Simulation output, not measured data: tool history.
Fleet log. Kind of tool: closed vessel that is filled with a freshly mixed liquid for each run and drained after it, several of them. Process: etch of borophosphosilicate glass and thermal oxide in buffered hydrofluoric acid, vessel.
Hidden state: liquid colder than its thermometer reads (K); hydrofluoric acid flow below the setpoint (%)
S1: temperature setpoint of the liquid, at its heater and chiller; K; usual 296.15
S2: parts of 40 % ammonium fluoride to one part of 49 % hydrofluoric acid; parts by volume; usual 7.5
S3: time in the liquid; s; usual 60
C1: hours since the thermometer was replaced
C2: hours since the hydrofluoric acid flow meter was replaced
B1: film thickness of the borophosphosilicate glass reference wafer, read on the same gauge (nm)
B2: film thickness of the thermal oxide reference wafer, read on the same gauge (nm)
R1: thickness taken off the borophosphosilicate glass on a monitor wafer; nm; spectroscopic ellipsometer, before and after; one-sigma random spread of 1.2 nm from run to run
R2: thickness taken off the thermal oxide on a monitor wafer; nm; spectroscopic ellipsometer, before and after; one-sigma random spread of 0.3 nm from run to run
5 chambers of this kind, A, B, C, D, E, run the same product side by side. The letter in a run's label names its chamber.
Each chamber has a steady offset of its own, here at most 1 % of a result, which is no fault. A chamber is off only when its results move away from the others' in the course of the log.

run,hour,S1,S2,S3,C1,C2,B1,B2,R1,R2
1C,10.5,296.15,7.5,60,1287.2,681.3,40.021,29.967,172.53,85.333
2E,18.3,296.15,7.5,60,1859.3,497.9,40.028,29.978,174.12,86.113
3D,26.2,296.15,7.5,60,487.3,2023.8,39.970,30.005,174.68,85.325
4A,39.5,296.15,7.5,60,882.1,1162.6,39.943,29.999,170.63,85.229
5B,56.0,296.15,7.5,60,319.4,962.8,39.957,30.000,173.80,86.285
6A,63.9,296.15,7.5,60,906.5,1187.0,40.034,30.009,173.32,86.434
7E,71.3,296.15,7.5,60,1912.3,550.9,39.969,30.012,174.25,86.190
8C,82.8,296.15,7.5,60,1359.5,753.6,39.994,29.985,172.18,85.489
9B,93.7,296.15,7.5,60,357.1,1000.5,39.992,29.988,173.86,85.896
# hour 102.0: chamber D: thermometer replaced
10D,107.8,296.15,7.5,60,5.9,2105.4,39.961,30.001,174.37,86.209
11B,119.4,296.15,7.5,60,382.8,1026.2,39.976,30.012,174.64,85.981
12D,127.1,296.15,7.5,60,25.2,2124.7,39.961,30.001,175.41,86.082
13A,141.3,296.15,7.5,60,983.9,1264.4,39.978,30.004,172.36,86.081
14E,148.7,296.15,7.5,60,1989.7,628.3,39.992,30.000,173.81,86.255
15C,164.9,296.15,10.0,60,1441.6,835.7,40.025,30.003,130.30,65.197
16C,177.9,296.15,10.0,60,1454.6,848.7,39.995,29.981,130.41,65.722
17E,190.7,296.15,10.0,60,2031.7,670.3,39.992,29.991,133.60,66.252
18B,201.0,296.15,10.0,60,464.4,1107.8,40.000,29.989,135.26,66.253
19A,213.0,296.15,10.0,60,1055.6,1336.1,39.998,30.030,132.78,66.073
20D,222.6,296.15,7.5,60,120.7,2220.2,40.021,30.000,175.45,85.774
# hour 225.4: chamber C: thermometer replaced
21E,237.2,296.15,7.5,60,2078.2,716.8,39.972,30.017,175.77,86.135
22C,252.8,296.15,7.5,60,27.5,923.6,40.037,29.995,170.55,85.555
23A,265.6,296.15,7.5,60,1108.2,1388.7,39.951,30.035,172.32,86.359
24D,280.5,296.15,7.5,60,178.6,2278.1,39.964,29.998,172.98,85.888
25B,295.9,296.15,7.5,60,559.3,1202.7,39.991,30.010,173.07,85.894
# hour 296.1: chamber E: hydrofluoric acid flow meter replaced
26A,304.2,296.15,7.5,60,1146.8,1427.3,40.021,30.002,173.42,85.572
27C,319.9,292.65,7.5,80,94.6,990.7,40.000,29.971,190.04,93.504
28B,329.4,292.65,7.5,80,592.8,1236.2,39.946,30.012,189.98,93.595
29E,337.2,292.65,7.5,80,2178.2,41.1,40.004,30.008,193.12,95.004
30D,346.0,292.65,7.5,80,244.1,2343.6,40.080,30.001,192.56,95.203
31C,358.1,292.65,7.5,80,132.8,1028.9,40.019,30.016,189.10,93.284
32D,374.1,296.15,7.5,60,272.2,2371.7,40.044,29.993,174.90,85.804
33A,386.9,296.15,7.5,60,1229.5,1510.0,39.986,29.993,172.59,85.406
34E,402.4,296.15,7.5,85,2243.4,106.3,40.015,29.992,245.34,122.840
35B,418.2,296.15,7.5,85,681.6,1325.0,40.017,29.994,245.62,121.820
36C,434.2,296.15,7.5,85,208.9,1105.0,40.006,30.027,246.38,121.370

One chamber off, gauge drift, or nothing amiss beyond the chambers' own small offsets? If it is a chamber, which one, and what is the likeliest cause?

Beyond each chamber's small constant offset nothing stands out, and the gauge stays steady.

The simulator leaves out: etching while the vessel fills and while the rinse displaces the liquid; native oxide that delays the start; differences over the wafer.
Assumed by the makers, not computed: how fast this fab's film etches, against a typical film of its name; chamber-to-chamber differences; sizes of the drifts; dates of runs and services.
